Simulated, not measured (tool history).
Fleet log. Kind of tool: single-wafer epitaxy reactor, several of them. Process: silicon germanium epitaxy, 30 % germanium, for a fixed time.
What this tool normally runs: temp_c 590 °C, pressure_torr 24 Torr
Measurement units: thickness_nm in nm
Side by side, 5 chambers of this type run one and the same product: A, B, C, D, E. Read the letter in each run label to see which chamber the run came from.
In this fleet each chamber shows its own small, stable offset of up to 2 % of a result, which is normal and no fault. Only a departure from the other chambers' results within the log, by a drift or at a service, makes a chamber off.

run	hour	temp_c	pressure_torr	hours since the last pyrometer calibration	hours since the last manometer calibration	read-back reference wafer on the same gauge, thickness_nm	thickness_nm
1D	5.3	590	24	781.5	19.6	46.914	52.561
2A	9.9	590	24	341.2	561.8	46.92	52.632
3C	13	590	24	1573.7	1076	46.898	52.82
4E	17	590	24	1181.2	711.5	46.871	52.318
5B	20.7	590	24	1047.4	749.8	46.888	51.672
6D	24	590	24	800.2	38.3	46.904	52.07
7B	26.4	590	24	1053.1	755.5	46.924	51.738
8C	29.9	590	24	1590.6	1092.9	46.888	52.681
9E	32.6	590	21.4	1196.8	727.1	46.956	49.878
10A	35.5	590	21.4	366.8	587.4	46.921	50.409
11A	39.2	590	21.4	370.5	591.1	46.857	50.29
12D	41.9	590	21.4	818.1	56.2	46.895	49.969
13E	47.2	590	21.4	1211.4	741.7	46.885	49.876
14B	50.6	590	24	1077.3	779.7	46.914	51.886
15C	55.7	590	24	1616.4	1118.7	46.881	52.621
16C	60.6	590	24	1621.3	1123.6	46.894	53.001
17D	63	590	24	839.2	77.3	46.918	52.606
# hour 66.9: chamber E: pyrometer calibrated
18A	67.5	590	24	398.8	619.4	46.888	52.658
19E	70.4	590	24	3.5	764.9	46.9	50.889
20B	73.2	590	24	1099.9	802.3	46.918	51.697
21B	77	590	24	1103.7	806.1	46.912	51.599
22C	80	590	24	1640.7	1143	46.909	52.853
23E	84	601	21.1	17.1	778.5	46.923	59.226
24A	86.5	601	21.1	417.8	638.4	46.929	61.208
25D	91.8	601	21.1	868	106.1	46.896	61.027
26E	97.1	601	21.1	30.2	791.6	46.903	59.538
27A	99.7	601	21.1	431	651.6	46.958	61.008
28C	102.4	590	24	1663.1	1165.4	46.875	53.192
29B	105	590	24	1131.7	834.1	46.929	51.699
30D	107.5	590	24	883.7	121.8	46.871	52.194
31B	110.4	590	24	1137.1	839.5	46.892	51.474
32A	114.8	590	24	446.1	666.7	46.913	52.342
33E	120.1	590	24	53.2	814.6	46.897	50.893
34C	125.4	595	21.3	1686.1	1188.4	46.931	55.639
35D	130.4	595	21.3	906.6	144.7	46.917	54.904
36B	134.8	595	21.3	1161.5	863.9	46.904	54.023
37A	138.6	595	21.3	469.9	690.5	46.896	55.261
38D	142.1	595	21.3	918.3	156.4	46.909	54.967
39C	145.4	590	24	1706.1	1208.4	46.901	52.978

All 5 chambers run these settings next. Forecast each chamber's results:
40A	149.3	583	24				?
40B	149.3	583	24				?
40C	149.3	583	24				?
40D	149.3	583	24				?
40E	149.3	583	24				?

run	thickness_nm
40A	46.1
40B	45.319
40C	46.478
40D	45.886
40E	44.506
